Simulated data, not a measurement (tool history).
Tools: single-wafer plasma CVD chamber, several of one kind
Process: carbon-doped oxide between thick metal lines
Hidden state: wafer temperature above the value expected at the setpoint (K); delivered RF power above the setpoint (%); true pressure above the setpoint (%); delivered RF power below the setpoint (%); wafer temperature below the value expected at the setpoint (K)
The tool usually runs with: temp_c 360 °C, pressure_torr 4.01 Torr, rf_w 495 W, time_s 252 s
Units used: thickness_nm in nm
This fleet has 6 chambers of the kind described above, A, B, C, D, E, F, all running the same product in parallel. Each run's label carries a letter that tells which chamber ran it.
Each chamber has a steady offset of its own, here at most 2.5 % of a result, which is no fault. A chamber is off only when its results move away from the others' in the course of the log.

run   hour  temp_c  pressure_torr  rf_w  time_s  hours since the last thermocouple change  hours since the last RF generator calibration  hours since the last manometer calibration  read-back reference wafer on the same gauge, thickness_nm  thickness_nm
       5.8  -- chamber B: RF generator calibrated
 1F    6.5     360           4.01   495     252                                     429.5                                          501.1                                       600.5                                                       1380        1185.9
 2C   12.7     360           4.01   495     252                                     393.5                                          333.5                                         478                                                     1379.3        1215.2
 3B   16.3     360           4.01   495     252                                    1147.7                                           10.5                                       205.3                                                     1379.4          1205
 4A   22.5     360           4.01   495     252                                    1303.1                                          978.7                                        1885                                                     1378.9        1196.7
 5D   25.9     360           4.01   495     252                                     855.1                                          395.2                                        2385                                                     1378.6        1188.6
 6E   28.9     360           4.01   495     252                                    2304.9                                           1245                                        92.1                                                       1379        1198.4
 7B   31.7     360           4.01   495     252                                    1163.1                                           25.9                                       220.7                                                     1378.8        1205.7
 8A     35     360           4.01   495     252                                    1315.6                                          991.2                                      1897.5                                                     1378.9        1195.3
 9D   40.1     360           4.01   495     272                                     869.3                                          409.4                                      2399.2                                                     1378.7        1279.6
10F   44.2     360           4.01   495     272                                     467.2                                          538.8                                       638.2                                                     1378.3        1280.3
11C   49.1     360           4.01   495     272                                     429.9                                          369.9                                       514.4                                                     1377.5        1307.4
12E   52.6     360           4.01   495     272                                    2328.6                                         1268.7                                       115.8                                                       1378        1291.7
13E   58.5     360           4.01   495     272                                    2334.5                                         1274.6                                       121.7                                                     1377.3        1293.5
14F   64.8     360           4.01   495     272                                     487.8                                          559.4                                       658.8                                                     1377.8        1278.8
15C   68.5     360           4.01   495     252                                     449.3                                          389.3                                       533.8                                                     1376.8        1210.5
16A   71.7     360           4.01   495     252                                    1352.3                                         1027.9                                      1934.2                                                     1377.4        1190.2
17B   77.9     360           4.01   495     252                                    1209.3                                           72.1                                       266.9                                                     1376.9          1201
18D   82.2     360           4.01   495     252                                     911.4                                          451.5                                      2441.3                                                     1376.8        1182.8
19F   86.8     360           4.01   495     252                                     509.8                                          581.4                                       680.8                                                     1376.1        1181.9
20E   91.4     360           4.01   495     252                                    2367.4                                         1307.5                                       154.6                                                     1376.4        1194.6
21D   95.5     360           4.01   495     252                                     924.7                                          464.8                                      2454.6                                                     1376.2        1183.4
22A  100.9     360           4.01   455     252                                    1381.5                                         1057.1                                      1963.4                                                     1376.4        1131.7
23B  103.7     360           4.01   455     252                                    1235.1                                           97.9                                       292.7                                                     1375.6        1138.6
24C  107.7     360           4.01   455     252                                     488.5                                          428.5                                         573                                                     1375.3        1148.1
25E  113.5     360           4.01   455     252                                    2389.5                                         1329.6                                       176.7                                                     1375.2        1134.2
26B  119.8     360           4.01   455     252                                    1251.2                                            114                                       308.8                                                     1375.4        1140.1
27A    125     360           4.01   455     252                                    1405.6                                         1081.2                                      1987.5                                                     1374.9        1129.9
28D  129.1     360           4.01   495     252                                     958.3                                          498.4                                      2488.2                                                     1374.3          1182
29F  134.4     360           4.01   495     252                                     557.4                                            629                                       728.4                                                       1374        1178.6
30C  137.6     360           4.01   495     252                                     518.4                                          458.4                                       602.9                                                     1374.3        1209.1
31E  141.6     360           4.01   495     252                                    2417.6                                         1357.7                                       204.8                                                     1373.7        1195.3
32A  146.8     360           4.01   495     252                                    1427.4                                           1103                                      2009.3                                                     1373.6        1191.7
33F  150.5     360           4.01   495     252                                     573.5                                          645.1                                       744.5                                                     1373.2        1182.1
34D  154.9     360           4.01   495     252                                     984.1                                          524.2                                        2514                                                     1373.6        1180.4
35B  160.2     360           4.01   495     252                                    1291.6                                          154.4                                       349.2                                                       1373        1197.6
36C  163.7     360           4.01   495     252                                     544.5                                          484.5                                         629                                                     1373.3        1208.4
37C  167.5     360           4.01   495     252                                     548.3                                          488.3                                       632.8                                                       1373        1207.1

The same settings go to every chamber for the next run, one line per chamber below. Forecast the results for each:
38A  172.1     360           3.44   495     252                                                                                                                                                                                                             ?
38B  172.1     360           3.44   495     252                                                                                                                                                                                                             ?
38C  172.1     360           3.44   495     252                                                                                                                                                                                                             ?
38D  172.1     360           3.44   495     252                                                                                                                                                                                                             ?
38E  172.1     360           3.44   495     252                                                                                                                                                                                                             ?
38F  172.1     360           3.44   495     252                                                                                                                                                                                                             ?

run  thickness_nm
38A        1166.4
38B        1171.6
38C        1182.1
38D          1157
38E        1168.1
38F        1159.4
